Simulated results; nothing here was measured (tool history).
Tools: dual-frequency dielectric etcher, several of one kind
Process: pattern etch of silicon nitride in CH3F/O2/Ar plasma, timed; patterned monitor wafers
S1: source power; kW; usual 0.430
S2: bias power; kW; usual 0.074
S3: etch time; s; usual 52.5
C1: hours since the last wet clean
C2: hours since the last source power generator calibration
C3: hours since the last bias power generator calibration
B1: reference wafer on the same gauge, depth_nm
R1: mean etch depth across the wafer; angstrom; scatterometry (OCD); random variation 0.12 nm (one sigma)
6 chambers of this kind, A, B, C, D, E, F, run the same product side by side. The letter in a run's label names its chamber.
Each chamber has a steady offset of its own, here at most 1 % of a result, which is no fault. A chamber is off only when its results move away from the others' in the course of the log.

run	hour	S1	S2	S3	C1	C2	C3	B1	R1
1E	4.7	0.430	0.074	52.5	35.4	2203.3	1036.1	39.995	382.12
2B	9.3	0.430	0.074	52.5	78.1	1032.7	1332.0	39.975	379.92
3C	11.6	0.430	0.074	52.5	285.6	1338.9	3711.6	40.004	381.84
4A	14.1	0.430	0.074	52.5	418.3	1818.6	2845.2	39.996	380.76
5F	17.4	0.430	0.074	52.5	180.2	1167.8	1769.0	40.005	384.10
6D	20.6	0.430	0.074	52.5	303.6	1375.2	4549.4	39.963	380.24
7E	22.9	0.430	0.074	52.5	53.6	2221.5	1054.3	40.013	381.27
8B	27.7	0.430	0.062	67.0	96.5	1051.1	1350.4	39.986	458.42
9F	30.6	0.430	0.062	67.0	193.4	1181.0	1782.2	39.992	464.91
10C	34.8	0.430	0.062	67.0	308.8	1362.1	3734.8	39.975	461.90
11D	37.3	0.430	0.062	67.0	320.3	1391.9	4566.1	40.001	458.84
12A	42.1	0.430	0.062	67.0	446.3	1846.6	2873.2	40.002	458.82
13C	46.7	0.430	0.062	67.0	320.7	1374.0	3746.7	40.013	462.90
14D	51.2	0.430	0.074	46.0	334.2	1405.8	4580.0	40.005	332.79
15F	54.8	0.430	0.074	46.0	217.6	1205.2	1806.4	40.030	337.18
16E	59.2	0.430	0.074	46.0	89.9	2257.8	1090.6	39.989	335.37
17B	62.8	0.430	0.074	46.0	131.6	1086.2	1385.5	39.986	334.50
18A	66.8	0.430	0.074	46.0	471.0	1871.3	2897.9	40.010	332.29
19C	71.2	0.430	0.074	46.0	345.2	1398.5	3771.2	39.982	337.44
20D	74.6	0.430	0.074	52.5	357.6	1429.2	4603.4	40.007	380.14
21E	77.9	0.430	0.082	52.5	108.6	2276.5	1109.3	40.001	398.78
22B	81.6	0.430	0.082	52.5	150.4	1105.0	1404.3	40.026	394.33
23F	83.8	0.430	0.082	52.5	246.6	1234.2	1835.4	39.987	399.78
24A	86.3	0.430	0.082	52.5	490.5	1890.8	2917.4	39.987	396.28
25A	89.4	0.430	0.082	52.5	493.6	1893.9	2920.5	39.978	394.76
26D	93.0	0.430	0.082	52.5	376.0	1447.6	4621.8	40.003	391.81
27E	97.4	0.430	0.074	52.5	128.1	2296.0	1128.8	40.018	381.57
28F	101.0	0.430	0.074	52.5	263.8	1251.4	1852.6	39.982	382.87
29B	105.6	0.430	0.074	52.5	174.4	1129.0	1428.3	39.990	378.22
30C	109.4	0.520	0.061	52.5	383.4	1436.7	3809.4	40.022	388.08
31D	113.6	0.520	0.061	52.5	396.6	1468.2	4642.4	40.015	383.91
32A	115.9	0.520	0.061	52.5	520.1	1920.4	2947.0	40.029	386.72
33B	120.4	0.520	0.061	52.5	189.2	1143.8	1443.1	40.006	381.88
# hour 123.0: chamber C: wet clean of the chamber
34C	123.8	0.520	0.061	52.5	0.8	1451.1	3823.8	39.985	385.39
35F	127.4	0.520	0.061	52.5	290.2	1277.8	1879.0	39.979	389.10
36E	130.4	0.430	0.074	52.5	161.1	2329.0	1161.8	40.040	382.88
37E	134.8	0.430	0.074	52.5	165.5	2333.4	1166.2	39.974	382.00

Is one chamber off against the others, does the gauge drift, or is nothing wrong? If a chamber is off, say which, and what the likeliest cause is.

No chamber stands off beyond its own small offset, and the gauge holds steady.
